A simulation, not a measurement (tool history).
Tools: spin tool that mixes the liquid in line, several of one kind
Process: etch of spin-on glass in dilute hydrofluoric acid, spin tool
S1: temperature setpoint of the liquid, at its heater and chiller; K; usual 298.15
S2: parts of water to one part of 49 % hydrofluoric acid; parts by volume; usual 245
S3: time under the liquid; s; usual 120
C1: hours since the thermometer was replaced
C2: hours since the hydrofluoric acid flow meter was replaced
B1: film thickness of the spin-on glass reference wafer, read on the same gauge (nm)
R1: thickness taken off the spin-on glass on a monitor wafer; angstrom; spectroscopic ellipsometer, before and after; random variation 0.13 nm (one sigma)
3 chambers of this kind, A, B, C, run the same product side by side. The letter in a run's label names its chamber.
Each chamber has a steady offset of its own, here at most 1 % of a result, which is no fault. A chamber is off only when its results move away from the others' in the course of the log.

run	hour	S1	S2	S3	C1	C2	B1	R1
1B	3.7	298.15	245	120	997.9	116.3	100.020	163.18
2C	7.4	298.15	245	120	831.9	923.4	99.993	163.44
3A	12.1	298.15	245	120	1161.2	752.1	100.010	165.61
4A	16.1	298.15	245	120	1165.2	756.1	100.000	166.09
5C	19.2	301.15	245	175	843.7	935.2	99.994	261.97
6B	23.2	301.15	245	175	1017.4	135.8	100.000	263.25
# hour 25.3: chamber B: thermometer replaced
7C	28.0	301.15	245	175	852.5	944.0	100.000	263.40
8A	31.5	300.65	245	180	1180.6	771.5	99.998	263.98
9B	34.2	300.65	245	180	9.0	146.8	100.010	270.90
10B	39.2	300.65	245	180	14.0	151.8	100.000	268.84
11A	44.3	298.15	245	120	1193.4	784.3	99.991	161.95
12C	47.2	298.15	245	120	871.7	963.2	100.000	164.05
13B	50.2	298.15	245	120	25.0	162.8	99.995	162.73
14A	54.0	302.15	245	120	1203.1	794.0	99.991	181.96
15C	58.1	302.15	245	120	882.6	974.1	99.987	187.94
16B	61.7	302.15	245	120	36.5	174.3	99.988	190.49
17C	64.7	298.15	245	120	889.2	980.7	100.010	161.47
18A	67.8	298.15	245	120	1216.9	807.8	99.988	159.16
19C	71.2	298.15	290	120	895.7	987.2	100.010	133.91
20B	74.9	298.15	290	120	49.7	187.5	100.010	129.43
21A	78.7	298.15	290	120	1227.8	818.7	99.990	125.46
22A	83.2	298.15	245	120	1232.3	823.2	100.020	157.27
23C	87.0	298.15	245	120	911.5	1003.0	99.991	163.36
24B	91.8	298.15	205	85	66.6	204.4	100.000	144.40
25B	95.8	298.15	205	85	70.6	208.4	100.000	143.82
26C	99.5	298.15	205	85	924.0	1015.5	99.992	142.54
27A	103.6	298.15	245	120	1252.7	843.6	100.010	153.92
28A	108.7	298.15	245	120	1257.8	848.7	99.998	154.06
29C	113.0	298.15	135	85	937.5	1029.0	99.991	239.42
30B	116.7	298.15	135	85	91.5	229.3	99.997	237.88

All 3 chambers run these settings next. Forecast each chamber's results:
31A	120.5	295.65	245	120				?
31B	120.5	295.65	245	120				?
31C	120.5	295.65	245	120				?

run	R1
31A	137.89
31B	148.27
31C	147.27

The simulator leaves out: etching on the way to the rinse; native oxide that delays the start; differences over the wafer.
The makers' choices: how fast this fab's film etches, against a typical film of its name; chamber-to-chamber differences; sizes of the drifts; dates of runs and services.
